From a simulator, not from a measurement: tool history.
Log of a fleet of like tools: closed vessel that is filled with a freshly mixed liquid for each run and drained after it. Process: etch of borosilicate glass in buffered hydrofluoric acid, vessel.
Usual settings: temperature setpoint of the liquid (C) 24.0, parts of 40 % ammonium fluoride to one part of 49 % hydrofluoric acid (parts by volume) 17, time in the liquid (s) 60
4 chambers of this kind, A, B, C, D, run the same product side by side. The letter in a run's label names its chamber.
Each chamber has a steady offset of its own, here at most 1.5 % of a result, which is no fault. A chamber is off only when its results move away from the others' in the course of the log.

run   hour  temperature setpoint of the liquid (C)  parts of 40 % ammonium fluoride to one part of 49 % hydrofluoric acid (parts by volume)  time in the liquid (s)  hours since the thermometer was replaced  hours since the hydrofluoric acid flow meter was replaced  read-back film thickness of the borosilicate glass reference wafer, read on the same gauge (nm)  thickness taken off the borosilicate glass on a monitor wafer (angstrom)
 1A   10.8                                    24.0                                                                                       17                      60                                     275.3                                                      395.9                                                                                           30.042                                                                    440.97
 2C   24.9                                    24.0                                                                                       17                      60                                     162.7                                                      733.5                                                                                           30.013                                                                    451.42
 3D   36.4                                    24.0                                                                                       17                      60                                     341.9                                                      212.9                                                                                           29.997                                                                    439.58
 4B   49.4                                    24.0                                                                                       17                      60                                    1503.2                                                      875.5                                                                                           30.018                                                                    438.50
 5D   59.2                                    24.0                                                                                       17                      60                                     364.7                                                      235.7                                                                                           30.022                                                                    440.89
 6B   73.4                                    24.0                                                                                       17                      60                                    1527.2                                                      899.5                                                                                           30.007                                                                    444.65
 7A   83.1                                    24.0                                                                                       17                      60                                     347.6                                                      468.2                                                                                           29.964                                                                    432.56
 8C   94.9                                    24.0                                                                                       17                      60                                     232.7                                                      803.5                                                                                           29.995                                                                    447.00
 9B  103.1                                    24.0                                                                                       17                      60                                    1556.9                                                      929.2                                                                                           29.991                                                                    440.70
10C  118.0                                    24.0                                                                                       17                      60                                     255.8                                                      826.6                                                                                           29.979                                                                    444.01
11D  130.6                                    24.0                                                                                       17                      60                                     436.1                                                      307.1                                                                                           29.958                                                                    442.62
12A  144.6                                    24.0                                                                                       17                      60                                     409.1                                                      529.7                                                                                           30.027                                                                    441.71
13B  154.3                                    24.0                                                                                       17                      60                                    1608.1                                                      980.4                                                                                           29.974                                                                    451.04
14C  165.8                                    24.0                                                                                       17                      60                                     303.6                                                      874.4                                                                                           30.007                                                                    441.81
15A  178.7                                    24.0                                                                                       21                      30                                     443.2                                                      563.8                                                                                           29.985                                                                    177.31
16D  193.5                                    24.0                                                                                       21                      30                                     499.0                                                      370.0                                                                                           30.043                                                                    181.81
17D  202.4                                    24.0                                                                                       21                      30                                     507.9                                                      378.9                                                                                           30.010                                                                    182.01
18A  213.3                                    24.0                                                                                       21                      30                                     477.8                                                      598.4                                                                                           30.021                                                                    176.71
19C  220.9                                    24.0                                                                                       17                      60                                     358.7                                                      929.5                                                                                           30.006                                                                    444.19
20B  233.6                                    24.0                                                                                       17                      60                                    1687.4                                                     1059.7                                                                                           30.045                                                                    471.77
21C  247.8                                    24.0                                                                                       17                      60                                     385.6                                                      956.4                                                                                           29.988                                                                    439.29
22D  255.5                                    24.0                                                                                       17                      60                                     561.0                                                      432.0                                                                                           29.989                                                                    445.42
     259.9  -- chamber B: thermometer replaced
23A  266.8                                    24.0                                                                                       17                      60                                     531.3                                                      651.9                                                                                           30.031                                                                    438.21
24B  276.1                                    29.0                                                                                       17                      30                                      16.2                                                     1102.2                                                                                           29.968                                                                    309.36
25D  286.2                                    29.0                                                                                       17                      30                                     591.7                                                      462.7                                                                                           30.025                                                                    286.78

What goes on in this fleet: one chamber off, a drifting gauge, or nothing beyond the chambers' own small offsets? Name the chamber and the cause, if any.

Chamber B drifts away from the others.
Cause: hydrofluoric acid flow above the setpoint (%) = 10.1.

Here are 4 candidates for chamber B's next run, each the usual settings with a change, their results left as question marks. Which one brings its results back in line with what the others give on the usual settings?
In line means no further than this from the other chambers' mean on the usual settings: thickness taken off the borosilicate glass on a monitor wafer (angstrom) 10.00
26B-1  297.5                                    23.5                                                                                     17.5                      60                                                                                                                                                                                                                                                                               ?
26B-2  297.5                                    24.0                                                                                     16.5                      65                                                                                                                                                                                                                                                                               ?
26B-3  297.5                                    25.0                                                                                     17.0                      60                                                                                                                                                                                                                                                                               ?
26B-4  297.5                                    22.0                                                                                     17.0                      60                                                                                                                                                                                                                                                                               ?

The other chambers' mean on the usual settings: thickness taken off the borosilicate glass on a monitor wafer (angstrom) 440.90
  run  thickness taken off the borosilicate glass on a monitor wafer (angstrom)
26B-1                                                                    460.28
26B-2                                                                    543.38
26B-3                                                                    512.99
26B-4                                                                    437.65
26B-4 brings the chamber back in line.
